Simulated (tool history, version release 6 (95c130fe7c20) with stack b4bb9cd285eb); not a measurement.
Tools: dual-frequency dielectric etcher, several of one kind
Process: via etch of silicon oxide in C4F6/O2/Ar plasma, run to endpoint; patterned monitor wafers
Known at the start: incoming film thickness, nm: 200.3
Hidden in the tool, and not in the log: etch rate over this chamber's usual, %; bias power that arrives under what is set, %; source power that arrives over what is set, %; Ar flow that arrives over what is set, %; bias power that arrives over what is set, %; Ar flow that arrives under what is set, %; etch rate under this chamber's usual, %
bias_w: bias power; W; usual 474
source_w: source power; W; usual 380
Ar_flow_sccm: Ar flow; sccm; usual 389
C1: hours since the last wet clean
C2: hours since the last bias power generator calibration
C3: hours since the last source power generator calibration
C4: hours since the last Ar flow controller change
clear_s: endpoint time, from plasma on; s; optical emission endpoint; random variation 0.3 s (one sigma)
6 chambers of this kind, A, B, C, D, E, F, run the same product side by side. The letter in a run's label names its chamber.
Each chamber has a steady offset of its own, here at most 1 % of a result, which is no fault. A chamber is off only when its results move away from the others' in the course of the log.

run 1B hour=5.7 | bias_w=474 source_w=380 Ar_flow_sccm=389 | C1=373.7 C2=137.7 C3=7.6 C4=1053.2 | clear_s=46.925
run 2D hour=15 | bias_w=474 source_w=380 Ar_flow_sccm=389 | C1=126.1 C2=1979.5 C3=3809.1 C4=2656.3 | clear_s=47.063
-- hour=15.7 chamber B: wet clean of the chamber
run 3A hour=22.5 | bias_w=474 source_w=380 Ar_flow_sccm=389 | C1=107.8 C2=1148.2 C3=3850.6 C4=1347.9 | clear_s=46.787
run 4F hour=32.2 | bias_w=474 source_w=380 Ar_flow_sccm=389 | C1=81 C2=2705 C3=4032.4 C4=2505 | clear_s=47.428
run 5E hour=42.1 | bias_w=474 source_w=380 Ar_flow_sccm=389 | C1=212 C2=1032.9 C3=478.5 C4=2807.5 | clear_s=47.369
run 6C hour=48.3 | bias_w=474 source_w=380 Ar_flow_sccm=389 | C1=238.8 C2=2187.4 C3=846.9 C4=890 | clear_s=47.23
run 7F hour=56.7 | bias_w=474 source_w=380 Ar_flow_sccm=389 | C1=105.5 C2=2729.5 C3=4056.9 C4=2529.5 | clear_s=47.669
run 8E hour=67.9 | bias_w=474 source_w=380 Ar_flow_sccm=389 | C1=237.8 C2=1058.7 C3=504.3 C4=2833.3 | clear_s=47.475
run 9A hour=80.4 | bias_w=474 source_w=380 Ar_flow_sccm=389 | C1=165.7 C2=1206.1 C3=3908.5 C4=1405.8 | clear_s=46.792
run 10B hour=91.3 | bias_w=474 source_w=380 Ar_flow_sccm=389 | C1=75.7 C2=223.3 C3=93.2 C4=1138.8 | clear_s=47.542
run 11D hour=99.5 | bias_w=474 source_w=380 Ar_flow_sccm=389 | C1=210.6 C2=2064 C3=3893.6 C4=2740.8 | clear_s=46.804
run 12C hour=109.7 | bias_w=474 source_w=380 Ar_flow_sccm=389 | C1=300.2 C2=2248.8 C3=908.3 C4=951.4 | clear_s=47.28
run 13E hour=118.8 | bias_w=474 source_w=380 Ar_flow_sccm=389 | C1=288.7 C2=1109.6 C3=555.2 C4=2884.2 | clear_s=47.755
run 14D hour=129.7 | bias_w=474 source_w=380 Ar_flow_sccm=389 | C1=240.8 C2=2094.2 C3=3923.8 C4=2771 | clear_s=46.603
run 15B hour=136.3 | bias_w=474 source_w=380 Ar_flow_sccm=389 | C1=120.7 C2=268.3 C3=138.2 C4=1183.8 | clear_s=46.964
run 16C hour=142.3 | bias_w=430 source_w=290 Ar_flow_sccm=389 | C1=332.8 C2=2281.4 C3=940.9 C4=984 | clear_s=54.196
-- hour=151.4 chamber D: source power generator calibrated
run 17F hour=152.7 | bias_w=430 source_w=290 Ar_flow_sccm=389 | C1=201.5 C2=2825.5 C3=4152.9 C4=2625.5 | clear_s=54.139
run 18A hour=158.7 | bias_w=430 source_w=290 Ar_flow_sccm=389 | C1=244 C2=1284.4 C3=3986.8 C4=1484.1 | clear_s=54.185
run 19F hour=164.9 | bias_w=430 source_w=290 Ar_flow_sccm=389 | C1=213.7 C2=2837.7 C3=4165.1 C4=2637.7 | clear_s=54.811
run 20D hour=171.4 | bias_w=430 source_w=290 Ar_flow_sccm=389 | C1=282.5 C2=2135.9 C3=20.1 C4=2812.7 | clear_s=53.813
run 21C hour=177.1 | bias_w=430 source_w=290 Ar_flow_sccm=389 | C1=367.6 C2=2316.2 C3=975.7 C4=1018.8 | clear_s=54.183
run 22A hour=183.7 | bias_w=474 source_w=380 Ar_flow_sccm=389 | C1=269 C2=1309.4 C3=4011.8 C4=1509.1 | clear_s=47.125
run 23B hour=193 | bias_w=474 source_w=380 Ar_flow_sccm=453 | C1=177.4 C2=325 C3=194.9 C4=1240.5 | clear_s=47.63
run 24E hour=200.9 | bias_w=474 source_w=380 Ar_flow_sccm=453 | C1=370.8 C2=1191.7 C3=637.3 C4=2966.3 | clear_s=48.194
run 25B hour=210.2 | bias_w=474 source_w=380 Ar_flow_sccm=453 | C1=194.6 C2=342.2 C3=212.1 C4=1257.7 | clear_s=48.175
-- hour=220.4 chamber C: wet clean of the chamber
run 26E hour=223 | bias_w=474 source_w=380 Ar_flow_sccm=453 | C1=392.9 C2=1213.8 C3=659.4 C4=2988.4 | clear_s=47.722
run 27C hour=232.5 | bias_w=474 source_w=380 Ar_flow_sccm=453 | C1=12.2 C2=2371.6 C3=1031.1 C4=1074.2 | clear_s=48.071
run 28D hour=241.9 | bias_w=474 source_w=380 Ar_flow_sccm=453 | C1=353 C2=2206.4 C3=90.6 C4=2883.2 | clear_s=47.488
run 29F hour=251.2 | bias_w=474 source_w=380 Ar_flow_sccm=389 | C1=300 C2=2924 C3=4251.4 C4=2724 | clear_s=47.482
run 30A hour=261.3 | bias_w=474 source_w=380 Ar_flow_sccm=389 | C1=346.6 C2=1387 C3=4089.4 C4=1586.7 | clear_s=47.559
run 31A hour=270 | bias_w=474 source_w=380 Ar_flow_sccm=389 | C1=355.3 C2=1395.7 C3=4098.1 C4=1595.4 | clear_s=47.053
run 32B hour=279.2 | bias_w=474 source_w=380 Ar_flow_sccm=389 | C1=263.6 C2=411.2 C3=281.1 C4=1326.7 | clear_s=47.092
run 33D hour=289 | bias_w=474 source_w=380 Ar_flow_sccm=389 | C1=400.1 C2=2253.5 C3=137.7 C4=2930.3 | clear_s=47.372
-- hour=297.1 chamber D: wet clean of the chamber
run 34C hour=300.6 | bias_w=474 source_w=380 Ar_flow_sccm=389 | C1=80.3 C2=2439.7 C3=1099.2 C4=1142.3 | clear_s=47.191
run 35F hour=312.5 | bias_w=474 source_w=380 Ar_flow_sccm=389 | C1=361.3 C2=2985.3 C3=4312.7 C4=2785.3 | clear_s=47.559
-- hour=318.6 chamber E: wet clean of the chamber
run 36E hour=319.6 | bias_w=474 source_w=380 Ar_flow_sccm=389 | C1=1.1 C2=1310.4 C3=756 C4=3085 | clear_s=47.85
run 37D hour=330.9 | bias_w=474 source_w=380 Ar_flow_sccm=389 | C1=33.9 C2=2295.4 C3=179.6 C4=2972.2 | clear_s=46.705

Is one chamber off against the others, does the gauge drift, or is nothing wrong? If a chamber is off, say which, and what the likeliest cause is.

No chamber stands off beyond its own small offset, and the gauge holds steady.
